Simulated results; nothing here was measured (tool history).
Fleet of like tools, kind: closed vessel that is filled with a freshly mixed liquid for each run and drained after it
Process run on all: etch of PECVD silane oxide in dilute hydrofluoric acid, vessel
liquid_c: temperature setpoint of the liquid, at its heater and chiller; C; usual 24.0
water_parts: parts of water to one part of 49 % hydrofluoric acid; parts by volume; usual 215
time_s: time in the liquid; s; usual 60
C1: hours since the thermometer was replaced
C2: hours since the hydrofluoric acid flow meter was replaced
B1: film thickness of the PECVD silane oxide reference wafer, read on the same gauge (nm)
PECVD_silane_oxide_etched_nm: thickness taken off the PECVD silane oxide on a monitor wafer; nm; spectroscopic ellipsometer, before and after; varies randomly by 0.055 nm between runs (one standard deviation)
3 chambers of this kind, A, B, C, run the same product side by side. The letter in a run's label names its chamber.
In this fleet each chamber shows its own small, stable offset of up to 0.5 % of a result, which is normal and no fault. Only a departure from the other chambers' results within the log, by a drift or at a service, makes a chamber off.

{"run": "1A", "day": 0.342, "liquid_c": 24.0, "water_parts": 215, "time_s": 60, "C1": 521.1, "C2": 126.4, "B1": 60.005, "PECVD_silane_oxide_etched_nm": 10.048}
{"run": "2B", "day": 0.521, "liquid_c": 24.0, "water_parts": 215, "time_s": 60, "C1": 1101.7, "C2": 472.2, "B1": 60.001, "PECVD_silane_oxide_etched_nm": 9.9662}
{"run": "3C", "day": 0.8, "liquid_c": 24.0, "water_parts": 215, "time_s": 60, "C1": 793.5, "C2": 1252.1, "B1": 60.031, "PECVD_silane_oxide_etched_nm": 10.178}
{"run": "4B", "day": 1.104, "liquid_c": 24.0, "water_parts": 215, "time_s": 60, "C1": 1115.7, "C2": 486.2, "B1": 59.981, "PECVD_silane_oxide_etched_nm": 10.074}
{"run": "5C", "day": 1.471, "liquid_c": 24.0, "water_parts": 215, "time_s": 60, "C1": 809.6, "C2": 1268.2, "B1": 59.989, "PECVD_silane_oxide_etched_nm": 10.227}
{"run": "6A", "day": 1.767, "liquid_c": 24.0, "water_parts": 215, "time_s": 60, "C1": 555.3, "C2": 160.6, "B1": 59.966, "PECVD_silane_oxide_etched_nm": 10.112}
{"run": "7C", "day": 2.033, "liquid_c": 24.0, "water_parts": 215, "time_s": 60, "C1": 823.1, "C2": 1281.7, "B1": 60.002, "PECVD_silane_oxide_etched_nm": 10.083}
{"run": "8A", "day": 2.25, "liquid_c": 24.0, "water_parts": 215, "time_s": 60, "C1": 566.9, "C2": 172.2, "B1": 60.023, "PECVD_silane_oxide_etched_nm": 9.9399}
{"run": "9B", "day": 2.425, "liquid_c": 24.0, "water_parts": 215, "time_s": 60, "C1": 1147.4, "C2": 517.9, "B1": 60.013, "PECVD_silane_oxide_etched_nm": 10.092}
{"run": "10A", "day": 2.775, "liquid_c": 24.0, "water_parts": 215, "time_s": 60, "C1": 579.5, "C2": 184.8, "B1": 59.973, "PECVD_silane_oxide_etched_nm": 9.9192}
{"day": 2.933, "done": "chamber B: thermometer replaced"}
{"run": "11C", "day": 3.088, "liquid_c": 24.0, "water_parts": 215, "time_s": 60, "C1": 848.4, "C2": 1307.0, "B1": 59.994, "PECVD_silane_oxide_etched_nm": 10.048}
{"run": "12B", "day": 3.45, "liquid_c": 24.0, "water_parts": 215, "time_s": 60, "C1": 12.4, "C2": 542.5, "B1": 60.007, "PECVD_silane_oxide_etched_nm": 10.01}
{"run": "13C", "day": 3.688, "liquid_c": 24.0, "water_parts": 215, "time_s": 60, "C1": 862.8, "C2": 1321.4, "B1": 59.996, "PECVD_silane_oxide_etched_nm": 10.098}
{"run": "14B", "day": 3.983, "liquid_c": 24.0, "water_parts": 215, "time_s": 60, "C1": 25.2, "C2": 555.3, "B1": 60.027, "PECVD_silane_oxide_etched_nm": 10.083}
{"run": "15A", "day": 4.317, "liquid_c": 24.0, "water_parts": 215, "time_s": 60, "C1": 616.5, "C2": 221.8, "B1": 60.025, "PECVD_silane_oxide_etched_nm": 9.9129}
{"run": "16A", "day": 4.521, "liquid_c": 24.0, "water_parts": 215, "time_s": 60, "C1": 621.4, "C2": 226.7, "B1": 59.991, "PECVD_silane_oxide_etched_nm": 9.8983}
{"run": "17C", "day": 4.779, "liquid_c": 26.0, "water_parts": 215, "time_s": 60, "C1": 889.0, "C2": 1347.6, "B1": 60.016, "PECVD_silane_oxide_etched_nm": 10.917}
{"run": "18B", "day": 5.129, "liquid_c": 26.0, "water_parts": 215, "time_s": 60, "C1": 52.7, "C2": 582.8, "B1": 59.995, "PECVD_silane_oxide_etched_nm": 10.812}
{"run": "19A", "day": 5.408, "liquid_c": 26.0, "water_parts": 215, "time_s": 60, "C1": 642.7, "C2": 248.0, "B1": 59.983, "PECVD_silane_oxide_etched_nm": 10.553}
{"run": "20B", "day": 5.725, "liquid_c": 24.0, "water_parts": 215, "time_s": 60, "C1": 67.0, "C2": 597.1, "B1": 59.98, "PECVD_silane_oxide_etched_nm": 9.9995}
{"run": "21C", "day": 6.092, "liquid_c": 24.0, "water_parts": 215, "time_s": 60, "C1": 920.5, "C2": 1379.1, "B1": 60.042, "PECVD_silane_oxide_etched_nm": 10.182}
{"run": "22B", "day": 6.362, "liquid_c": 24.0, "water_parts": 215, "time_s": 60, "C1": 82.3, "C2": 612.4, "B1": 59.981, "PECVD_silane_oxide_etched_nm": 9.9817}
{"run": "23A", "day": 6.7, "liquid_c": 24.0, "water_parts": 215, "time_s": 60, "C1": 673.7, "C2": 279.0, "B1": 59.979, "PECVD_silane_oxide_etched_nm": 9.82}
{"run": "24C", "day": 6.912, "liquid_c": 24.0, "water_parts": 215, "time_s": 60, "C1": 940.2, "C2": 1398.8, "B1": 59.981, "PECVD_silane_oxide_etched_nm": 10.166}
{"run": "25A", "day": 7.162, "liquid_c": 24.0, "water_parts": 215, "time_s": 60, "C1": 684.8, "C2": 290.1, "B1": 59.996, "PECVD_silane_oxide_etched_nm": 9.7753}
{"run": "26C", "day": 7.333, "liquid_c": 24.0, "water_parts": 215, "time_s": 60, "C1": 950.3, "C2": 1408.9, "B1": 60.002, "PECVD_silane_oxide_etched_nm": 10.029}
{"run": "27B", "day": 7.538, "liquid_c": 24.0, "water_parts": 215, "time_s": 60, "C1": 110.5, "C2": 640.6, "B1": 60.002, "PECVD_silane_oxide_etched_nm": 9.9413}
{"run": "28A", "day": 7.917, "liquid_c": 24.0, "water_parts": 215, "time_s": 60, "C1": 702.9, "C2": 308.2, "B1": 60.005, "PECVD_silane_oxide_etched_nm": 9.7961}
{"run": "29B", "day": 8.15, "liquid_c": 24.0, "water_parts": 215, "time_s": 60, "C1": 125.2, "C2": 655.3, "B1": 60.021, "PECVD_silane_oxide_etched_nm": 10.08}
{"run": "30C", "day": 8.438, "liquid_c": 24.0, "water_parts": 215, "time_s": 60, "C1": 976.8, "C2": 1435.4, "B1": 59.998, "PECVD_silane_oxide_etched_nm": 10.122}
{"run": "31B", "day": 8.692, "liquid_c": 24.0, "water_parts": 215, "time_s": 60, "C1": 138.2, "C2": 668.3, "B1": 60.013, "PECVD_silane_oxide_etched_nm": 10.064}
{"run": "32A", "day": 9.021, "liquid_c": 24.0, "water_parts": 215, "time_s": 60, "C1": 729.4, "C2": 334.7, "B1": 60.004, "PECVD_silane_oxide_etched_nm": 9.5965}
{"run": "33C", "day": 9.308, "liquid_c": 24.0, "water_parts": 215, "time_s": 60, "C1": 997.7, "C2": 1456.3, "B1": 60.032, "PECVD_silane_oxide_etched_nm": 10.176}
{"run": "34B", "day": 9.483, "liquid_c": 24.0, "water_parts": 215, "time_s": 60, "C1": 157.2, "C2": 687.3, "B1": 59.981, "PECVD_silane_oxide_etched_nm": 10.13}
{"run": "35C", "day": 9.733, "liquid_c": 24.0, "water_parts": 215, "time_s": 60, "C1": 1007.9, "C2": 1466.5, "B1": 60.02, "PECVD_silane_oxide_etched_nm": 10.153}
{"run": "36A", "day": 9.983, "liquid_c": 24.0, "water_parts": 215, "time_s": 60, "C1": 752.5, "C2": 357.8, "B1": 60.006, "PECVD_silane_oxide_etched_nm": 9.7008}
{"run": "37B", "day": 10.258, "liquid_c": 24.0, "water_parts": 215, "time_s": 60, "C1": 175.8, "C2": 705.9, "B1": 59.969, "PECVD_silane_oxide_etched_nm": 9.9993}
{"run": "38C", "day": 10.525, "liquid_c": 24.0, "water_parts": 215, "time_s": 60, "C1": 1026.9, "C2": 1485.5, "B1": 60.008, "PECVD_silane_oxide_etched_nm": 10.177}
{"run": "39A", "day": 10.825, "liquid_c": 20.5, "water_parts": 215, "time_s": 90, "C1": 772.7, "C2": 378.0, "B1": 60.006, "PECVD_silane_oxide_etched_nm": 12.54}
{"run": "40B", "day": 11.067, "liquid_c": 20.5, "water_parts": 215, "time_s": 90, "C1": 195.2, "C2": 725.3, "B1": 59.975, "PECVD_silane_oxide_etched_nm": 13.179}
{"run": "41A", "day": 11.325, "liquid_c": 20.5, "water_parts": 215, "time_s": 90, "C1": 784.7, "C2": 390.0, "B1": 60.018, "PECVD_silane_oxide_etched_nm": 12.563}
{"run": "42C", "day": 11.688, "liquid_c": 24.0, "water_parts": 215, "time_s": 60, "C1": 1054.8, "C2": 1513.4, "B1": 59.953, "PECVD_silane_oxide_etched_nm": 10.168}

One chamber off, gauge drift, or nothing amiss beyond the chambers' own small offsets? If it is a chamber, which one, and what is the likeliest cause?

Little by little, chamber A moves away from the other chambers.
What lies behind it: hydrofluoric acid flow below the setpoint (%) = 4.71.
From this log alone, it may not be told apart from: liquid colder than its thermometer reads (K).

Which of the 4 candidates below, each the usual settings with something changed and its results left as question marks, puts chamber A back in line with what the other chambers give on the usual settings?
A result is in line if it is within this distance of the other chambers' mean on the usual settings: PECVD_silane_oxide_etched_nm 0.1900 nm
{"run": "43A-1", "day": 11.958, "liquid_c": 24.0, "water_parts": 195, "time_s": 60, "PECVD_silane_oxide_etched_nm": "?"}
{"run": "43A-2", "day": 11.958, "liquid_c": 22.5, "water_parts": 215, "time_s": 60, "PECVD_silane_oxide_etched_nm": "?"}
{"run": "43A-3", "day": 11.958, "liquid_c": 24.0, "water_parts": 205, "time_s": 60, "PECVD_silane_oxide_etched_nm": "?"}
{"run": "43A-4", "day": 11.958, "liquid_c": 23.5, "water_parts": 235, "time_s": 60, "PECVD_silane_oxide_etched_nm": "?"}

Usual-settings mean across the other chambers: PECVD_silane_oxide_etched_nm 10.0870 nm
run=43A-1 PECVD_silane_oxide_etched_nm=10.6300
run=43A-2 PECVD_silane_oxide_etched_nm=8.9416
run=43A-3 PECVD_silane_oxide_etched_nm=10.0070
run=43A-4 PECVD_silane_oxide_etched_nm=8.3168
43A-3 is the one that brings the chamber's results back in line with the other chambers.
